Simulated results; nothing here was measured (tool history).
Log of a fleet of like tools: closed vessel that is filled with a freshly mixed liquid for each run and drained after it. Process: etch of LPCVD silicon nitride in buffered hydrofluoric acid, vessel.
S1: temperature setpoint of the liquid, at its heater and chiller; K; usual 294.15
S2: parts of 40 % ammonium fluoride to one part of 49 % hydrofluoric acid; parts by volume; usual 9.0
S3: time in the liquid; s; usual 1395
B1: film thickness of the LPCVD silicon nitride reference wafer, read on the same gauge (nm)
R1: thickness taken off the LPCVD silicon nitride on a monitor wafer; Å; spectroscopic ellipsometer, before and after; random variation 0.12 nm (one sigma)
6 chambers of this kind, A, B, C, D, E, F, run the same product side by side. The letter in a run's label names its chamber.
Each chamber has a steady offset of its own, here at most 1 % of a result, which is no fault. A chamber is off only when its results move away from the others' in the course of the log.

| run | hour | S1 | S2 | S3 | B1 | R1 |
|---|---|---|---|---|---|---|
| 1B | 10.4 | 294.15 | 9.0 | 1395 | 150.02 | 153.52 |
| 2E | 18.4 | 294.15 | 9.0 | 1395 | 149.99 | 152.73 |
| 3C | 31.5 | 294.15 | 9.0 | 1395 | 150.02 | 151.93 |
| 4A | 40.5 | 294.15 | 9.0 | 1395 | 150.00 | 151.38 |
| 5D | 52.5 | 294.15 | 9.0 | 1395 | 150.01 | 153.93 |
|  | 57.5 | chamber F: hydrofluoric acid flow meter replaced |
| 6F | 67.3 | 294.15 | 9.0 | 1395 | 150.00 | 153.51 |
| 7B | 81.6 | 294.15 | 9.0 | 1395 | 150.02 | 151.32 |
| 8D | 89.4 | 294.15 | 9.0 | 1395 | 149.98 | 153.49 |
| 9E | 99.8 | 294.15 | 9.0 | 1395 | 150.02 | 154.07 |
| 10C | 112.9 | 294.15 | 9.0 | 1395 | 150.00 | 154.47 |
| 11F | 121.2 | 294.15 | 9.0 | 1395 | 150.00 | 152.32 |
| 12A | 130.3 | 294.15 | 9.0 | 1395 | 149.99 | 155.57 |
| 13F | 138.9 | 294.15 | 9.0 | 1395 | 149.99 | 154.24 |
| 14C | 149.8 | 294.15 | 9.0 | 1395 | 149.99 | 153.61 |
| 15E | 157.7 | 294.15 | 9.0 | 1395 | 150.00 | 150.28 |
|  | 160.2 | chamber D: hydrofluoric acid flow meter replaced |
| 16A | 167.7 | 294.15 | 9.0 | 1395 | 149.98 | 152.78 |
| 17B | 180.5 | 294.15 | 9.0 | 1395 | 150.00 | 152.01 |
| 18D | 196.1 | 294.15 | 9.0 | 1395 | 150.00 | 153.41 |
| 19E | 210.0 | 294.15 | 9.0 | 1395 | 150.02 | 149.53 |
| 20C | 218.7 | 294.15 | 9.0 | 1395 | 150.02 | 151.82 |
| 21A | 234.4 | 294.15 | 9.0 | 1395 | 150.02 | 151.54 |
|  | 236.5 | chamber F: thermometer replaced |
| 22D | 245.6 | 294.15 | 9.0 | 1395 | 150.02 | 154.59 |
| 23B | 258.1 | 294.15 | 9.0 | 1395 | 149.99 | 154.91 |
| 24F | 265.7 | 294.15 | 9.0 | 1395 | 150.00 | 153.14 |
| 25A | 278.8 | 294.15 | 7.5 | 1395 | 150.00 | 184.50 |
|  | 280.7 | chamber B: hydrofluoric acid flow meter replaced |
| 26E | 292.6 | 294.15 | 7.5 | 1395 | 150.00 | 173.99 |
| 27C | 306.5 | 294.15 | 7.5 | 1395 | 149.99 | 187.21 |
| 28B | 321.5 | 294.15 | 7.5 | 1395 | 150.00 | 186.75 |
| 29D | 333.5 | 294.15 | 7.5 | 1395 | 149.97 | 186.75 |
| 30F | 346.9 | 294.15 | 7.5 | 1395 | 149.98 | 189.96 |
| 31B | 360.4 | 290.15 | 9.0 | 1395 | 149.99 | 121.43 |
| 32A | 371.0 | 290.15 | 9.0 | 1395 | 150.00 | 122.79 |
| 33F | 382.8 | 290.15 | 9.0 | 1395 | 150.00 | 123.93 |
| 34D | 391.9 | 290.15 | 9.0 | 1395 | 150.03 | 124.31 |
| 35E | 404.2 | 290.15 | 9.0 | 1395 | 150.02 | 117.08 |
| 36C | 416.1 | 290.15 | 9.0 | 1395 | 150.00 | 122.00 |
| 37B | 430.0 | 294.15 | 9.0 | 1395 | 150.00 | 153.66 |
| 38F | 443.3 | 294.15 | 9.0 | 1395 | 149.98 | 154.13 |
| 39A | 458.4 | 294.15 | 9.0 | 1395 | 150.02 | 152.13 |
| 40C | 470.9 | 294.15 | 9.0 | 1395 | 149.99 | 154.67 |
| 41E | 486.4 | 294.15 | 9.0 | 1395 | 150.00 | 142.44 |
| 42D | 498.3 | 296.65 | 7.0 | 1395 | 150.00 | 229.28 |

Is one chamber off against the others, does the gauge drift, or is nothing wrong? If a chamber is off, say which, and what the likeliest cause is.

Chamber E drifts away from the others.
Cause: hydrofluoric acid flow below the setpoint (%) = 10.3.
The log may not tell that from: liquid colder than its thermometer reads (K).

Here are 4 candidates for chamber E's next run, each the usual settings with a change, their results left as question marks. Which one brings its results back in line with what the others give on the usual settings?
In line means no further than this from the other chambers' mean on the usual settings: R1 4.20 Å
| 43E-1 | 509.5 | 292.65 | 9.0 | 1395 |  | ? |
| 43E-2 | 509.5 | 294.15 | 9.0 | 1375 |  | ? |
| 43E-3 | 509.5 | 294.65 | 9.0 | 1395 |  | ? |
| 43E-4 | 509.5 | 294.15 | 9.0 | 1495 |  | ? |

The other chambers' mean on the usual settings: R1 153.35 Å
| run | R1 |
|---|---|
| 43E-1 | 131.28 |
| 43E-2 | 140.55 |
| 43E-3 | 146.53 |
| 43E-4 | 152.82 |
43E-4 brings the chamber back in line.
